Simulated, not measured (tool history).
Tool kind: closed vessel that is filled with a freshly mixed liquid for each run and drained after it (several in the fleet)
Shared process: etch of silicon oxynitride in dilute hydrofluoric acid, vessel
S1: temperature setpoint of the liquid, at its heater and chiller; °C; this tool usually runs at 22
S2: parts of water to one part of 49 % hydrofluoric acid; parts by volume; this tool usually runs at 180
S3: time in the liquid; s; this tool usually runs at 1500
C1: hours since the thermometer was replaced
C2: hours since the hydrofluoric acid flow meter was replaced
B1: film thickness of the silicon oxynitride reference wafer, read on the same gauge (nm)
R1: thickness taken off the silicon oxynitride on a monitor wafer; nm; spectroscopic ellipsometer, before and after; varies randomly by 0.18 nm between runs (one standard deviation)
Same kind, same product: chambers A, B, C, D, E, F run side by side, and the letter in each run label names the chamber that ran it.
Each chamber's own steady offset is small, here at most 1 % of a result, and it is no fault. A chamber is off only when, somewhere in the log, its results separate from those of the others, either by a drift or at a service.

| run | hour | S1 | S2 | S3 | C1 | C2 | B1 | R1 |
|---|---|---|---|---|---|---|---|---|
| 1E | 10.2 | 22 | 180 | 1500 | 1111.5 | 945.5 | 110 | 25.007 |
| 2C | 18.7 | 22 | 180 | 1500 | 403.1 | 544.3 | 109.98 | 25.517 |
| 3D | 28.3 | 22 | 180 | 1500 | 1194.2 | 1221.5 | 110 | 25.549 |
| 4F | 35.7 | 22 | 180 | 1500 | 1772.1 | 1999.9 | 109.99 | 25.204 |
|  | 43.6 | chamber D: thermometer replaced |
| 5A | 49.3 | 22 | 180 | 1500 | 292.1 | 97.6 | 110.01 | 25.436 |
|  | 56.4 | chamber F: hydrofluoric acid flow meter replaced |
| 6B | 58.4 | 26 | 180 | 1500 | 424.3 | 185.7 | 109.99 | 30.269 |
| 7D | 66.9 | 26 | 180 | 1500 | 23.4 | 1260.1 | 109.99 | 30.511 |
| 8B | 75.7 | 26 | 180 | 1500 | 441.6 | 203 | 110.01 | 30.469 |
| 9F | 90.5 | 26 | 180 | 1500 | 1826.9 | 34.1 | 109.99 | 29.692 |
| 10E | 103.2 | 26 | 180 | 1500 | 1204.5 | 1038.5 | 109.99 | 30.133 |
| 11C | 117.3 | 26 | 180 | 1500 | 501.7 | 642.9 | 110 | 30.378 |
| 12A | 126.8 | 22 | 180 | 1500 | 369.6 | 175.1 | 110.01 | 25.475 |
| 13B | 134.6 | 22 | 180 | 1500 | 500.5 | 261.9 | 110.01 | 24.889 |
| 14A | 149.9 | 22 | 180 | 1500 | 392.7 | 198.2 | 110.02 | 24.858 |
| 15C | 156.8 | 22 | 180 | 1500 | 541.2 | 682.4 | 110.01 | 25.073 |
| 16D | 172.6 | 22 | 180 | 1500 | 129.1 | 1365.8 | 110.02 | 25.724 |
| 17E | 188 | 17.5 | 180 | 1210 | 1289.3 | 1123.3 | 110 | 16.461 |
| 18F | 196.5 | 17.5 | 180 | 1210 | 1932.9 | 140.1 | 109.99 | 16.695 |
| 19B | 205.8 | 17.5 | 180 | 1210 | 571.7 | 333.1 | 110 | 16.712 |
|  | 205.9 | chamber C: hydrofluoric acid flow meter replaced |
| 20A | 219.8 | 17.5 | 180 | 1210 | 462.6 | 268.1 | 110 | 16.277 |
| 21C | 228.4 | 17.5 | 180 | 1210 | 612.8 | 22.6 | 109.99 | 16.378 |
|  | 232.9 | chamber E: hydrofluoric acid flow meter replaced |
| 22F | 235.3 | 17.5 | 180 | 1210 | 1971.7 | 178.9 | 110.01 | 16.415 |
| 23E | 246.9 | 22 | 180 | 1500 | 1348.2 | 14 | 110.03 | 25.435 |
| 24D | 260.1 | 22 | 180 | 1500 | 216.6 | 1453.3 | 109.99 | 25.388 |
| 25B | 268.4 | 22 | 180 | 1500 | 634.3 | 395.7 | 110.01 | 25.259 |
| 26E | 279.2 | 22 | 180 | 1500 | 1380.5 | 46.3 | 110.01 | 25.07 |
| 27F | 295 | 22 | 180 | 1500 | 2031.4 | 238.6 | 109.98 | 25.112 |
| 28D | 310.3 | 22 | 180 | 1500 | 266.8 | 1503.5 | 110 | 25.754 |
| 29C | 325.5 | 22 | 180 | 1500 | 709.9 | 119.7 | 110.02 | 25.364 |
| 30A | 333.4 | 22 | 180 | 1500 | 576.2 | 381.7 | 110.01 | 24.38 |
| 31D | 342 | 22 | 180 | 1500 | 298.5 | 1535.2 | 110.01 | 25.291 |
| 32C | 349.2 | 22 | 180 | 1500 | 733.6 | 143.4 | 110.01 | 25.355 |
| 33F | 362.5 | 22 | 180 | 1500 | 2098.9 | 306.1 | 109.99 | 24.791 |
| 34A | 377.6 | 22 | 180 | 1500 | 620.4 | 425.9 | 110 | 24.245 |
| 35B | 384.9 | 22 | 180 | 1500 | 750.8 | 512.2 | 110.03 | 24.99 |
| 36E | 400.1 | 22 | 180 | 1500 | 1501.4 | 167.2 | 110.01 | 25.096 |
| 37E | 411.6 | 22 | 180 | 1500 | 1512.9 | 178.7 | 110.01 | 24.968 |
| 38D | 425.2 | 22 | 180 | 1500 | 381.7 | 1618.4 | 109.99 | 25.446 |
| 39F | 436.2 | 24 | 180 | 1195 | 2172.6 | 379.8 | 109.99 | 21.76 |

All 6 chambers run these settings next. Forecast each chamber's results:
| 40A | 447.5 | 22 | 180 | 1500 |  |  |  | ? |
| 40B | 447.5 | 22 | 180 | 1500 |  |  |  | ? |
| 40C | 447.5 | 22 | 180 | 1500 |  |  |  | ? |
| 40D | 447.5 | 22 | 180 | 1500 |  |  |  | ? |
| 40E | 447.5 | 22 | 180 | 1500 |  |  |  | ? |
| 40F | 447.5 | 22 | 180 | 1500 |  |  |  | ? |

| run | R1 |
|---|---|
| 40A | 23.831 |
| 40B | 25.229 |
| 40C | 25.247 |
| 40D | 25.668 |
| 40E | 25.341 |
| 40F | 24.979 |
